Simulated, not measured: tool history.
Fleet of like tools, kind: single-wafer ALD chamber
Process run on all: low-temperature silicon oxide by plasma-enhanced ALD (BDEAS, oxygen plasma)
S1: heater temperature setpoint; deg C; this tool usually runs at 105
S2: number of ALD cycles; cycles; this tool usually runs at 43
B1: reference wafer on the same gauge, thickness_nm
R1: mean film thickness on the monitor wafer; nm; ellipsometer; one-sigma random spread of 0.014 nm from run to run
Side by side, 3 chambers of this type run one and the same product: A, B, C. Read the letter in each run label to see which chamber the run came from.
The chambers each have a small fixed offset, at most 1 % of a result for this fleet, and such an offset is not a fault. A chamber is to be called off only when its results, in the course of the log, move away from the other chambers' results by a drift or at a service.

run 1B hour=7.1 | S1=105 S2=43 | B1=5.0475 | R1=6.0720
run 2A hour=14.0 | S1=105 S2=43 | B1=5.0525 | R1=6.1031
run 3C hour=26.0 | S1=105 S2=43 | B1=5.0502 | R1=6.1366
run 4B hour=39.0 | S1=105 S2=43 | B1=5.0487 | R1=6.0851
run 5A hour=45.5 | S1=105 S2=43 | B1=5.0506 | R1=6.0893
run 6C hour=54.3 | S1=119 S2=36 | B1=5.0462 | R1=5.0011
run 7A hour=61.0 | S1=119 S2=36 | B1=5.0497 | R1=4.9793
run 8B hour=69.3 | S1=119 S2=36 | B1=5.0492 | R1=4.9517
run 9C hour=83.4 | S1=105 S2=43 | B1=5.0459 | R1=6.1221
run 10B hour=94.3 | S1=118 S2=43 | B1=5.0493 | R1=5.9268
run 11C hour=106.9 | S1=118 S2=43 | B1=5.0471 | R1=5.9746
-- hour=113.1 chamber C: thermocouple changed; heater temperature recalibrated
run 12A hour=117.1 | S1=118 S2=43 | B1=5.0508 | R1=5.9375
run 13C hour=125.9 | S1=105 S2=43 | B1=5.0480 | R1=6.2116
run 14A hour=135.1 | S1=105 S2=36 | B1=5.0537 | R1=5.0920
run 15B hour=142.0 | S1=105 S2=36 | B1=5.0515 | R1=5.0909
run 16A hour=154.4 | S1=105 S2=36 | B1=5.0476 | R1=5.0990
run 17B hour=166.9 | S1=98 S2=47 | B1=5.0524 | R1=6.7227
run 18C hour=174.3 | S1=98 S2=47 | B1=5.0506 | R1=6.9316
run 19B hour=181.8 | S1=98 S2=47 | B1=5.0492 | R1=6.7357
run 20A hour=188.8 | S1=105 S2=43 | B1=5.0507 | R1=6.1152
run 21C hour=202.2 | S1=105 S2=37 | B1=5.0506 | R1=5.3235
run 22A hour=216.3 | S1=105 S2=37 | B1=5.0503 | R1=5.2205
run 23C hour=227.3 | S1=105 S2=37 | B1=5.0482 | R1=5.3432
run 24B hour=239.3 | S1=105 S2=43 | B1=5.0478 | R1=6.0657
run 25A hour=249.2 | S1=105 S2=43 | B1=5.0509 | R1=6.0819
run 26C hour=257.8 | S1=105 S2=43 | B1=5.0484 | R1=6.1871
run 27B hour=269.5 | S1=105 S2=43 | B1=5.0525 | R1=6.0931

One chamber off, gauge drift, or nothing amiss beyond the chambers' own small offsets? If it is a chamber, which one, and what is the likeliest cause?

A service left chamber C off against the others.
Most likely cause: wafer temperature below the value expected at the setpoint (K) = 5.77.

Below are 4 candidate recipes for chamber C's next run, each the usual settings with a change, their results shown as question marks. Which of them brings C's results back in line with what the other chambers give on the usual settings?
A result is in line if it is within this distance of the other chambers' mean on the usual settings: R1 0.0490 nm
run 28C-1 hour=279.6 | S1=103 S2=43 | R1=?
run 28C-2 hour=279.6 | S1=105 S2=42 | R1=?
run 28C-3 hour=279.6 | S1=107 S2=43 | R1=?
run 28C-4 hour=279.6 | S1=105 S2=44 | R1=?

The mean the other chambers reach with the usual settings: R1 6.0758 nm
run=28C-1 R1=6.2554
run=28C-2 R1=6.0656
run=28C-3 R1=6.1778
run=28C-4 R1=6.3544
It is 28C-2 that realigns the chamber with its peers.
